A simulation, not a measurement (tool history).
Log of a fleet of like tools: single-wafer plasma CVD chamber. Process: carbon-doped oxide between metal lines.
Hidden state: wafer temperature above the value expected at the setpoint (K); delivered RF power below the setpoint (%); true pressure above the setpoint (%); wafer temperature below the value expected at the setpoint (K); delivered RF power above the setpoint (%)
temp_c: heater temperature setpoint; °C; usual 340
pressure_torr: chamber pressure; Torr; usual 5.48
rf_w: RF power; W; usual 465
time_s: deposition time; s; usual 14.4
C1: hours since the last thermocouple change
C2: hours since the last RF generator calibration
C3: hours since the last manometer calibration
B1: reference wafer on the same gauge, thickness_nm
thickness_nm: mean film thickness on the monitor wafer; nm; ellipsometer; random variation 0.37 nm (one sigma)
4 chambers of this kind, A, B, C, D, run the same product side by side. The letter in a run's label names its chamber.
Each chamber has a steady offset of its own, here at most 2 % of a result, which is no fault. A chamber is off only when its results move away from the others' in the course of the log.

Run 1A, hour 5.7: usual settings; C1 971.6; C2 905.5; C3 999.3; B1 79.415. Result: thickness_nm 74.434 nm.
Run 2B, hour 14.4: usual settings; C1 47; C2 1362.7; C3 883.8; B1 79.459. Result: thickness_nm 74.518 nm.
Run 3C, hour 24.8: usual settings; C1 2454; C2 1292.2; C3 1468.7; B1 79.453. Result: thickness_nm 73.499 nm.
Run 4D, hour 33.5: usual settings; C1 1180.3; C2 181.5; C3 1401.3; B1 79.333. Result: thickness_nm 72.538 nm.
Run 5C, hour 42.8: usual settings; C1 2472; C2 1310.2; C3 1486.7; B1 79.427. Result: thickness_nm 73.277 nm.
Run 6A, hour 54.7: usual settings; C1 1020.6; C2 954.5; C3 1048.3; B1 79.371. Result: thickness_nm 74.313 nm.
Run 7B, hour 60.1: usual settings; C1 92.7; C2 1408.4; C3 929.5; B1 79.395. Result: thickness_nm 73.92 nm.
Run 8D, hour 65.2: usual settings; C1 1212; C2 213.2; C3 1433; B1 79.357. Result: thickness_nm 72.639 nm.
Run 9D, hour 73.7: usual settings; C1 1220.5; C2 221.7; C3 1441.5; B1 79.383. Result: thickness_nm 72.816 nm.
Run 10A, hour 85: usual settings; C1 1050.9; C2 984.8; C3 1078.6; B1 79.391. Result: thickness_nm 74.539 nm.
Run 11B, hour 93.5: usual settings; C1 126.1; C2 1441.8; C3 962.9; B1 79.439. Result: thickness_nm 74.36 nm.
Run 12C, hour 103.9: usual settings; C1 2533.1; C2 1371.3; C3 1547.8; B1 79.469. Result: thickness_nm 73.563 nm.
Run 13D, hour 111.4: usual settings; C1 1258.2; C2 259.4; C3 1479.2; B1 79.484. Result: thickness_nm 73.41 nm.
Run 14A, hour 121: usual settings but rf_w 495 W, time_s 12.9 s; C1 1086.9; C2 1020.8; C3 1114.6; B1 79.392. Result: thickness_nm 70.039 nm.
Run 15C, hour 126.8: usual settings but rf_w 495 W, time_s 12.9 s; C1 2556; C2 1394.2; C3 1570.7; B1 79.445. Result: thickness_nm 68.618 nm.
Run 16B, hour 132.5: usual settings but rf_w 495 W, time_s 12.9 s; C1 165.1; C2 1480.8; C3 1001.9; B1 79.286. Result: thickness_nm 69.745 nm.
At hour 139.3: chamber B: RF generator calibrated.
Run 17B, hour 139.7: usual settings but rf_w 495 W, time_s 12.9 s; C1 172.3; C2 0.4; C3 1009.1; B1 79.399. Result: thickness_nm 69.328 nm.
Run 18D, hour 145.2: usual settings; C1 1292; C2 293.2; C3 1513; B1 79.368. Result: thickness_nm 73.128 nm.
Run 19A, hour 153.6: usual settings; C1 1119.5; C2 1053.4; C3 1147.2; B1 79.379. Result: thickness_nm 74.585 nm.
At hour 161.9: chamber C: thermocouple changed; heater temperature recalibrated.
Run 20C, hour 163.6: usual settings but pressure_torr 4.76 Torr, time_s 11.9 s; C1 1.7; C2 1431; C3 1607.5; B1 79.494. Result: thickness_nm 59.417 nm.
Run 21C, hour 173.8: usual settings but pressure_torr 4.76 Torr, time_s 11.9 s; C1 11.9; C2 1441.2; C3 1617.7; B1 79.398. Result: thickness_nm 59.696 nm.
Run 22B, hour 182.6: usual settings but pressure_torr 4.76 Torr, time_s 11.9 s; C1 215.2; C2 43.3; C3 1052; B1 79.403. Result: thickness_nm 59.968 nm.
Run 23A, hour 190: usual settings but pressure_torr 4.76 Torr, time_s 11.9 s; C1 1155.9; C2 1089.8; C3 1183.6; B1 79.46. Result: thickness_nm 60.24 nm.
Run 24D, hour 198.7: usual settings; C1 1345.5; C2 346.7; C3 1566.5; B1 79.343. Result: thickness_nm 73.285 nm.
Run 25B, hour 206.1: usual settings but time_s 15.6 s; C1 238.7; C2 66.8; C3 1075.5; B1 79.371. Result: thickness_nm 80.446 nm.
Run 26D, hour 211.4: usual settings but time_s 15.6 s; C1 1358.2; C2 359.4; C3 1579.2; B1 79.374. Result: thickness_nm 79.217 nm.
Run 27A, hour 222.7: usual settings but time_s 15.6 s; C1 1188.6; C2 1122.5; C3 1216.3; B1 79.39. Result: thickness_nm 80.425 nm.
Run 28C, hour 231.3: usual settings but time_s 15.6 s; C1 69.4; C2 1498.7; C3 1675.2; B1 79.366. Result: thickness_nm 78.377 nm.
Run 29D, hour 237.5: usual settings; C1 1384.3; C2 385.5; C3 1605.3; B1 79.438. Result: thickness_nm 72.468 nm.
At hour 239.1: chamber C: RF generator calibrated.
Run 30B, hour 248.6: usual settings; C1 281.2; C2 109.3; C3 1118; B1 79.387. Result: thickness_nm 73.895 nm.
Run 31C, hour 259.6: usual settings; C1 97.7; C2 20.6; C3 1703.5; B1 79.347. Result: thickness_nm 72.705 nm.
Run 32A, hour 265.4: usual settings but pressure_torr 6.2 Torr; C1 1231.3; C2 1165.2; C3 1259; B1 79.402. Result: thickness_nm 75.383 nm.
At hour 273.7: chamber C: capacitance manometer re-zeroed and calibrated.
Run 33B, hour 276.4: usual settings but pressure_torr 6.2 Torr; C1 309; C2 137.1; C3 1145.8; B1 79.306. Result: thickness_nm 75.452 nm.
Run 34A, hour 286.4: usual settings but pressure_torr 6.2 Torr; C1 1252.3; C2 1186.2; C3 1280; B1 79.413. Result: thickness_nm 75.488 nm.
Run 35D, hour 296.9: usual settings but pressure_torr 6.2 Torr; C1 1443.7; C2 444.9; C3 1664.7; B1 79.391. Result: thickness_nm 74.426 nm.
Run 36C, hour 304.4: usual settings; C1 142.5; C2 65.4; C3 30.7; B1 79.46. Result: thickness_nm 73.399 nm.
Run 37B, hour 312.3: usual settings; C1 344.9; C2 173; C3 1181.7; B1 79.345. Result: thickness_nm 74.818 nm.
Run 38A, hour 319.8: usual settings; C1 1285.7; C2 1219.6; C3 1313.4; B1 79.337. Result: thickness_nm 74.407 nm.
Run 39D, hour 328.9: usual settings but temp_c 352 °C, rf_w 435 W; C1 1475.7; C2 476.9; C3 1696.7; B1 79.442. Result: thickness_nm 66.825 nm.

What goes on in this fleet: one chamber off, a drifting gauge, or nothing beyond the chambers' own small offsets? Name the chamber and the cause, if any.

No chamber stands off beyond its own small offset, and the gauge holds steady.

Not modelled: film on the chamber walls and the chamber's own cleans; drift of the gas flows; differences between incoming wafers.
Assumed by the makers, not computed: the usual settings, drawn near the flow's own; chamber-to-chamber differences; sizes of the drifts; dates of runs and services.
